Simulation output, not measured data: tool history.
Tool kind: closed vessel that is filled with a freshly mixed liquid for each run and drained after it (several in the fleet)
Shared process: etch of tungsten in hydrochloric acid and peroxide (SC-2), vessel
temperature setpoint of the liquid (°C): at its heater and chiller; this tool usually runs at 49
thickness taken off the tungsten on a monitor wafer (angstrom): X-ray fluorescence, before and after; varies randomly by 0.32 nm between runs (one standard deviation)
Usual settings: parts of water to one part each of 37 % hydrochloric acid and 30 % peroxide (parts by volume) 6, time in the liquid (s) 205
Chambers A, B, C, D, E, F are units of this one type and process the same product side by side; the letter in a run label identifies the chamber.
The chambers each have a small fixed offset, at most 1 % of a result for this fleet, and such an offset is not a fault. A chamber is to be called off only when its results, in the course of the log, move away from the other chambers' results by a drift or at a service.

run,hour,temperature setpoint of the liquid (°C),parts of water to one part each of 37 % hydrochloric acid and 30 % peroxide (parts by volume),time in the liquid (s),"read-back film thickness of the tungsten reference wafer, read on the same gauge (nm)",thickness taken off the tungsten on a monitor wafer (angstrom)
1D,5.7,49,6,205,150.01,501.55
2E,12.7,49,6,205,150.02,501.91
3F,18.5,49,6,205,150.03,505.29
4B,30,49,6,205,150.05,501.14
# hour 32.6: chamber A: new drum of peroxide connected
5C,41.3,39.5,6,310,150.04,397.45
# hour 48.5: chamber E: new drum of peroxide connected
6A,54.1,39.5,6,310,149.98,400.15
7B,64.6,39.5,6,310,150.01,393.57
8E,73.3,39.5,6,310,150,394.39
9C,82.7,39.5,6,310,149.94,394.81
# hour 83.3: chamber B: chemicals flow meter replaced
10F,92,39.5,6,310,150.05,396.56
11D,98.4,49,6,205,149.99,504.19
12A,108.4,49,6,205,150.05,509.02
13E,119.3,49,6,205,150,501.04
14C,124.9,49,6,205,149.98,502.34
15A,132.5,49,6,205,150.01,509.2
16D,143.2,57.5,6,300,149.97,1304.2
17F,152.2,57.5,6,300,149.95,1308.6
18B,159.2,57.5,6,300,149.97,1284.3
19A,165.1,57.5,6,300,150,1278.3
# hour 165.7: chamber C: thermometer replaced
20B,172.9,57.5,6,300,150.02,1281.5
21D,178.6,57.5,6,300,149.98,1284.5
22C,184.4,49,6,205,150.02,502.32
23E,193.2,39,6,205,150.02,251.65
24F,201.6,39,6,205,149.97,252.92
25A,209.2,39,6,205,149.99,255.63
26B,219.1,39,6,205,150.04,254.03
27E,229.4,39,6,205,150.02,252.34
28D,238.8,39,6,205,150.01,250.41
# hour 242.6: chamber F: chemicals flow meter replaced
29C,250.1,49,6,205,149.96,504.07
30F,261.4,49,6,205,149.92,503.31
31B,273,49,6,205,149.99,506.81
32E,285.5,52.5,6,205,150.01,633.84
33A,297.4,52.5,6,205,150.03,639.49
34C,307.1,52.5,6,205,150.03,634.51
# hour 310.3: chamber F: thermometer replaced
35D,316.4,52.5,6,205,150,644.56
36F,327.1,52.5,6,205,149.98,642.21
37D,337.9,52.5,6,205,149.97,639.17
38B,347.9,49,6,205,149.98,506.27
39C,353.6,53,6,295,149.97,937.59

Predict what each chamber gives when all 6 of them run the settings below next.
40A,362.8,49,6,205,,?
40B,362.8,49,6,205,,?
40C,362.8,49,6,205,,?
40D,362.8,49,6,205,,?
40E,362.8,49,6,205,,?
40F,362.8,49,6,205,,?

run,thickness taken off the tungsten on a monitor wafer (angstrom)
40A,505.58
40B,499.44
40C,500.22
40D,498.2
40E,504.36
40F,510.83
